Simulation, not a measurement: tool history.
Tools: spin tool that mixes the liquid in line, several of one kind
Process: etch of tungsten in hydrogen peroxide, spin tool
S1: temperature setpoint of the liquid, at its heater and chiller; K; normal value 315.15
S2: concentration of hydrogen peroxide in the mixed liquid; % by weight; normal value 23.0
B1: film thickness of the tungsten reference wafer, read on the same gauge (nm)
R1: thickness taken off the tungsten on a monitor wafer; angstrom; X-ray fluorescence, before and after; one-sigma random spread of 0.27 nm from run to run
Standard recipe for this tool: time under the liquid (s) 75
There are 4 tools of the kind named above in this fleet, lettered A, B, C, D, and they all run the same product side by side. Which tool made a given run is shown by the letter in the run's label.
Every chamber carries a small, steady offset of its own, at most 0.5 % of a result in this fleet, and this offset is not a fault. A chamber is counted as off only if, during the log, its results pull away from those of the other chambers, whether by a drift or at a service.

{"run": "1D", "day": 0.25, "S1": 315.15, "S2": 23.0, "time under the liquid (s)": 75, "B1": 120.0, "R1": 527.11}
{"run": "2A", "day": 0.562, "S1": 315.15, "S2": 23.0, "time under the liquid (s)": 75, "B1": 120.02, "R1": 528.57}
{"run": "3B", "day": 0.85, "S1": 315.15, "S2": 23.0, "time under the liquid (s)": 75, "B1": 120.02, "R1": 522.99}
{"run": "4C", "day": 1.154, "S1": 315.15, "S2": 23.0, "time under the liquid (s)": 75, "B1": 120.01, "R1": 525.05}
{"run": "5B", "day": 1.496, "S1": 315.15, "S2": 23.0, "time under the liquid (s)": 75, "B1": 119.99, "R1": 530.32}
{"run": "6D", "day": 1.7, "S1": 315.15, "S2": 23.0, "time under the liquid (s)": 75, "B1": 120.06, "R1": 523.66}
{"run": "7A", "day": 2.021, "S1": 315.15, "S2": 23.0, "time under the liquid (s)": 50, "B1": 119.95, "R1": 351.2}
{"run": "8C", "day": 2.242, "S1": 315.15, "S2": 23.0, "time under the liquid (s)": 50, "B1": 120.03, "R1": 347.35}
{"day": 2.488, "done": "chamber B: thermometer replaced"}
{"run": "9C", "day": 2.496, "S1": 315.15, "S2": 23.0, "time under the liquid (s)": 50, "B1": 120.03, "R1": 347.69}
{"run": "10D", "day": 2.704, "S1": 315.15, "S2": 23.0, "time under the liquid (s)": 50, "B1": 120.04, "R1": 348.9}
{"run": "11B", "day": 3.046, "S1": 315.15, "S2": 18.0, "time under the liquid (s)": 75, "B1": 120.04, "R1": 463.25}
{"run": "12A", "day": 3.262, "S1": 315.15, "S2": 18.0, "time under the liquid (s)": 75, "B1": 120.02, "R1": 462.82}
{"run": "13A", "day": 3.492, "S1": 315.15, "S2": 18.0, "time under the liquid (s)": 75, "B1": 120.02, "R1": 465.55}
{"run": "14D", "day": 3.704, "S1": 315.15, "S2": 18.0, "time under the liquid (s)": 75, "B1": 120.02, "R1": 469.12}
{"run": "15C", "day": 4.012, "S1": 315.15, "S2": 23.0, "time under the liquid (s)": 75, "B1": 119.96, "R1": 523.03}
{"run": "16B", "day": 4.308, "S1": 315.15, "S2": 23.0, "time under the liquid (s)": 75, "B1": 120.02, "R1": 519.21}
{"run": "17B", "day": 4.508, "S1": 315.15, "S2": 18.5, "time under the liquid (s)": 50, "B1": 120.06, "R1": 306.86}
{"run": "18D", "day": 4.729, "S1": 315.15, "S2": 18.5, "time under the liquid (s)": 50, "B1": 119.96, "R1": 317.83}
{"run": "19A", "day": 5.083, "S1": 315.15, "S2": 18.5, "time under the liquid (s)": 50, "B1": 120.01, "R1": 315.7}
{"run": "20C", "day": 5.329, "S1": 315.15, "S2": 18.5, "time under the liquid (s)": 50, "B1": 120.08, "R1": 314.18}
{"run": "21B", "day": 5.604, "S1": 315.15, "S2": 23.0, "time under the liquid (s)": 75, "B1": 120.04, "R1": 520.46}
{"run": "22D", "day": 5.883, "S1": 315.15, "S2": 23.0, "time under the liquid (s)": 75, "B1": 119.93, "R1": 523.01}
{"run": "23A", "day": 6.121, "S1": 318.15, "S2": 23.0, "time under the liquid (s)": 75, "B1": 119.98, "R1": 630.71}
{"run": "24C", "day": 6.454, "S1": 318.15, "S2": 23.0, "time under the liquid (s)": 75, "B1": 119.98, "R1": 631.26}
{"run": "25C", "day": 6.717, "S1": 318.15, "S2": 23.0, "time under the liquid (s)": 75, "B1": 120.01, "R1": 636.62}
{"run": "26B", "day": 6.933, "S1": 318.15, "S2": 23.0, "time under the liquid (s)": 75, "B1": 119.98, "R1": 617.52}
{"run": "27A", "day": 7.283, "S1": 315.15, "S2": 23.0, "time under the liquid (s)": 75, "B1": 119.96, "R1": 526.11}
{"run": "28D", "day": 7.562, "S1": 315.15, "S2": 23.0, "time under the liquid (s)": 75, "B1": 119.96, "R1": 523.34}
{"run": "29B", "day": 7.933, "S1": 309.15, "S2": 25.0, "time under the liquid (s)": 75, "B1": 119.97, "R1": 358.53}
{"run": "30D", "day": 8.2, "S1": 309.15, "S2": 25.0, "time under the liquid (s)": 75, "B1": 120.03, "R1": 369.28}
{"run": "31C", "day": 8.429, "S1": 309.15, "S2": 25.0, "time under the liquid (s)": 75, "B1": 120.01, "R1": 368.35}
{"run": "32A", "day": 8.642, "S1": 309.15, "S2": 25.0, "time under the liquid (s)": 75, "B1": 120.01, "R1": 370.85}
{"run": "33D", "day": 8.946, "S1": 315.15, "S2": 23.0, "time under the liquid (s)": 75, "B1": 119.96, "R1": 524.3}
{"run": "34B", "day": 9.146, "S1": 315.15, "S2": 23.0, "time under the liquid (s)": 75, "B1": 120.01, "R1": 504.12}
{"run": "35A", "day": 9.417, "S1": 315.15, "S2": 23.0, "time under the liquid (s)": 75, "B1": 120.05, "R1": 523.13}
{"run": "36C", "day": 9.654, "S1": 315.15, "S2": 23.0, "time under the liquid (s)": 75, "B1": 119.92, "R1": 524.81}
{"run": "37B", "day": 9.996, "S1": 315.15, "S2": 26.0, "time under the liquid (s)": 75, "B1": 119.96, "R1": 535.49}

One chamber off, gauge drift, or nothing amiss beyond the chambers' own small offsets? If it is a chamber, which one, and what is the likeliest cause?

It is chamber B that slowly wanders off from its peers.
Likeliest cause: temperature lost on the way to the wafer (K) = 0.679.
With only this log, it may be confused with: peroxide flow below the setpoint (%); peroxide weaker than its label (%).

Here are 4 candidates for chamber B's next run, each the usual settings with a change, their results left as question marks. Which one brings its results back in line with what the others give on the usual settings?
In-line tolerance around the mean of the other chambers on the usual settings: R1 9.40 angstrom
{"run": "38B-1", "day": 10.275, "S1": 315.15, "S2": 21.0, "time under the liquid (s)": 75, "R1": "?"}
{"run": "38B-2", "day": 10.275, "S1": 315.15, "S2": 22.5, "time under the liquid (s)": 70, "R1": "?"}
{"run": "38B-3", "day": 10.275, "S1": 315.15, "S2": 25.0, "time under the liquid (s)": 75, "R1": "?"}
{"run": "38B-4", "day": 10.275, "S1": 315.15, "S2": 23.5, "time under the liquid (s)": 80, "R1": "?"}

What the other chambers average on the usual settings: R1 524.19 angstrom
run=38B-1 R1=481.74
run=38B-2 R1=465.22
run=38B-3 R1=525.10
run=38B-4 R1=543.22
Change 38B-3 lands the chamber within the allowed miss of the other chambers.
